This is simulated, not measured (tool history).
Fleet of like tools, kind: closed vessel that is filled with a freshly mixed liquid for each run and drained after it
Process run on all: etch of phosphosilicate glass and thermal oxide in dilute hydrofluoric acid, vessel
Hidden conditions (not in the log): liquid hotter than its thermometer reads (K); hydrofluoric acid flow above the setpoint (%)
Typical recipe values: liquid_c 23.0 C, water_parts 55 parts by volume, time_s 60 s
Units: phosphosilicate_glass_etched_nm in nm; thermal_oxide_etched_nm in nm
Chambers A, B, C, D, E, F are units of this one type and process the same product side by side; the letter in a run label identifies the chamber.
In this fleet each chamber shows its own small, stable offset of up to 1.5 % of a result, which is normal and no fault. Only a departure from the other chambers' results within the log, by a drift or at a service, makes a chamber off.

| run | hour | liquid_c | water_parts | time_s | hours since the thermometer was replaced | hours since the hydrofluoric acid flow meter was replaced | read-back film thickness of the phosphosilicate glass reference wafer, read on the same gauge (nm) | read-back film thickness of the thermal oxide reference wafer, read on the same gauge (nm) | phosphosilicate_glass_etched_nm | thermal_oxide_etched_nm |
|---|---|---|---|---|---|---|---|---|---|---|
| 1A | 5.6 | 23.0 | 55 | 60 | 1936.7 | 642.8 | 79.992 | 140.03 | 154.52 | 4.9730 |
| 2D | 10.3 | 23.0 | 55 | 60 | 919.3 | 488.9 | 79.984 | 140.00 | 156.07 | 5.0330 |
| 3B | 16.3 | 23.0 | 55 | 60 | 1766.0 | 403.1 | 79.968 | 139.99 | 156.78 | 5.1285 |
| 4C | 20.3 | 23.0 | 55 | 60 | 985.2 | 365.8 | 80.019 | 140.00 | 154.22 | 5.0574 |
| 5F | 27.9 | 23.0 | 55 | 60 | 1815.3 | 150.4 | 79.973 | 140.01 | 156.90 | 5.0243 |
| 6E | 34.0 | 23.0 | 55 | 60 | 2054.1 | 223.4 | 80.000 | 140.06 | 154.82 | 4.9874 |
| 7A | 38.3 | 25.5 | 55 | 80 | 1969.4 | 675.5 | 80.017 | 140.00 | 231.76 | 7.4779 |
| 8B | 45.5 | 25.5 | 55 | 80 | 1795.2 | 432.3 | 79.976 | 140.02 | 229.70 | 7.4748 |
| 9F | 49.7 | 25.5 | 55 | 80 | 1837.1 | 172.2 | 80.048 | 139.95 | 228.87 | 7.2905 |
|  | 53.9 | chamber D: thermometer replaced |
| 10E | 55.0 | 25.5 | 55 | 80 | 2075.1 | 244.4 | 80.033 | 140.00 | 227.84 | 7.3958 |
| 11C | 60.2 | 25.5 | 55 | 80 | 1025.1 | 405.7 | 79.986 | 140.01 | 229.60 | 7.3288 |
| 12D | 64.9 | 25.5 | 55 | 80 | 11.1 | 543.5 | 79.995 | 140.04 | 230.23 | 7.5145 |
|  | 68.9 | chamber C: hydrofluoric acid flow meter replaced |
| 13A | 71.1 | 23.0 | 55 | 60 | 2002.2 | 708.3 | 79.972 | 140.00 | 156.79 | 5.0293 |
| 14E | 74.6 | 23.0 | 55 | 60 | 2094.7 | 264.0 | 80.015 | 139.99 | 154.76 | 4.9489 |
| 15D | 81.5 | 23.0 | 55 | 60 | 27.7 | 560.1 | 80.020 | 140.00 | 156.82 | 5.1955 |
| 16B | 87.4 | 23.0 | 55 | 60 | 1837.1 | 474.2 | 79.987 | 140.03 | 155.87 | 5.1227 |
| 17F | 94.7 | 23.0 | 55 | 80 | 1882.1 | 217.2 | 80.039 | 140.01 | 207.13 | 6.6514 |
| 18C | 101.3 | 23.0 | 55 | 80 | 1066.2 | 32.4 | 80.026 | 139.97 | 204.90 | 6.6135 |
| 19D | 107.5 | 23.0 | 55 | 80 | 53.7 | 586.1 | 80.004 | 139.95 | 208.82 | 6.7877 |
| 20A | 113.7 | 23.0 | 55 | 80 | 2044.8 | 750.9 | 80.001 | 140.01 | 206.57 | 6.6689 |
| 21E | 117.4 | 23.0 | 55 | 80 | 2137.5 | 306.8 | 80.018 | 139.97 | 205.72 | 6.6083 |
| 22B | 122.8 | 23.0 | 55 | 80 | 1872.5 | 509.6 | 80.019 | 140.02 | 207.10 | 6.6461 |
| 23C | 127.7 | 23.0 | 55 | 60 | 1092.6 | 58.8 | 79.994 | 139.98 | 154.07 | 4.9954 |
| 24F | 133.1 | 23.0 | 55 | 60 | 1920.5 | 255.6 | 79.979 | 140.03 | 156.81 | 5.0004 |
| 25A | 138.8 | 23.0 | 55 | 60 | 2069.9 | 776.0 | 79.993 | 139.95 | 157.95 | 5.0129 |
| 26D | 145.0 | 23.0 | 55 | 60 | 91.2 | 623.6 | 80.021 | 139.94 | 155.82 | 5.0318 |
| 27C | 150.8 | 23.0 | 55 | 60 | 1115.7 | 81.9 | 80.007 | 140.06 | 153.73 | 5.0721 |
| 28E | 157.2 | 20.0 | 55 | 85 | 2177.3 | 346.6 | 79.971 | 140.01 | 193.44 | 6.2423 |
| 29B | 164.2 | 20.0 | 55 | 85 | 1913.9 | 551.0 | 80.007 | 139.96 | 194.84 | 6.3842 |
| 30F | 171.5 | 20.0 | 55 | 85 | 1958.9 | 294.0 | 80.004 | 139.97 | 195.43 | 6.2637 |
| 31E | 177.8 | 20.0 | 55 | 85 | 2197.9 | 367.2 | 80.021 | 139.98 | 193.34 | 6.2597 |
|  | 180.9 | chamber A: thermometer replaced |
| 32C | 183.9 | 20.0 | 55 | 85 | 1148.8 | 115.0 | 80.002 | 139.99 | 191.56 | 6.4165 |
| 33F | 187.9 | 20.0 | 55 | 85 | 1975.3 | 310.4 | 79.990 | 140.02 | 195.27 | 6.2677 |
| 34D | 191.6 | 23.0 | 55 | 60 | 137.8 | 670.2 | 80.022 | 140.02 | 155.97 | 5.1587 |
| 35B | 196.1 | 23.0 | 55 | 60 | 1945.8 | 582.9 | 79.968 | 139.98 | 157.19 | 5.0964 |
| 36A | 199.6 | 23.0 | 55 | 60 | 18.7 | 836.8 | 79.987 | 139.99 | 155.48 | 5.0058 |
| 37C | 203.7 | 23.0 | 55 | 60 | 1168.6 | 134.8 | 80.009 | 140.00 | 152.67 | 5.1267 |
| 38F | 208.8 | 23.0 | 55 | 60 | 1996.2 | 331.3 | 79.975 | 139.99 | 156.09 | 5.0311 |
| 39A | 213.7 | 23.0 | 55 | 60 | 32.8 | 850.9 | 79.969 | 140.00 | 155.06 | 5.0850 |
| 40D | 220.9 | 23.0 | 55 | 60 | 167.1 | 699.5 | 80.015 | 140.00 | 156.84 | 5.1761 |
| 41B | 227.1 | 23.0 | 55 | 60 | 1976.8 | 613.9 | 80.038 | 140.01 | 156.48 | 5.0174 |
| 42E | 233.7 | 23.0 | 55 | 60 | 2253.8 | 423.1 | 80.028 | 140.00 | 155.54 | 4.9555 |
| 43E | 238.7 | 23.0 | 55 | 60 | 2258.8 | 428.1 | 80.022 | 139.99 | 154.93 | 4.9657 |

All 6 chambers run these settings next. Forecast each chamber's results:
| 44A | 244.2 | 23.0 | 55 | 85 |  |  |  |  | ? | ? |
| 44B | 244.2 | 23.0 | 55 | 85 |  |  |  |  | ? | ? |
| 44C | 244.2 | 23.0 | 55 | 85 |  |  |  |  | ? | ? |
| 44D | 244.2 | 23.0 | 55 | 85 |  |  |  |  | ? | ? |
| 44E | 244.2 | 23.0 | 55 | 85 |  |  |  |  | ? | ? |
| 44F | 244.2 | 23.0 | 55 | 85 |  |  |  |  | ? | ? |

| run | phosphosilicate_glass_etched_nm | thermal_oxide_etched_nm |
|---|---|---|
| 44A | 221.63 | 7.0749 |
| 44B | 220.47 | 7.2933 |
| 44C | 216.73 | 7.1879 |
| 44D | 221.88 | 7.2124 |
| 44E | 218.29 | 7.0748 |
| 44F | 220.69 | 7.1540 |
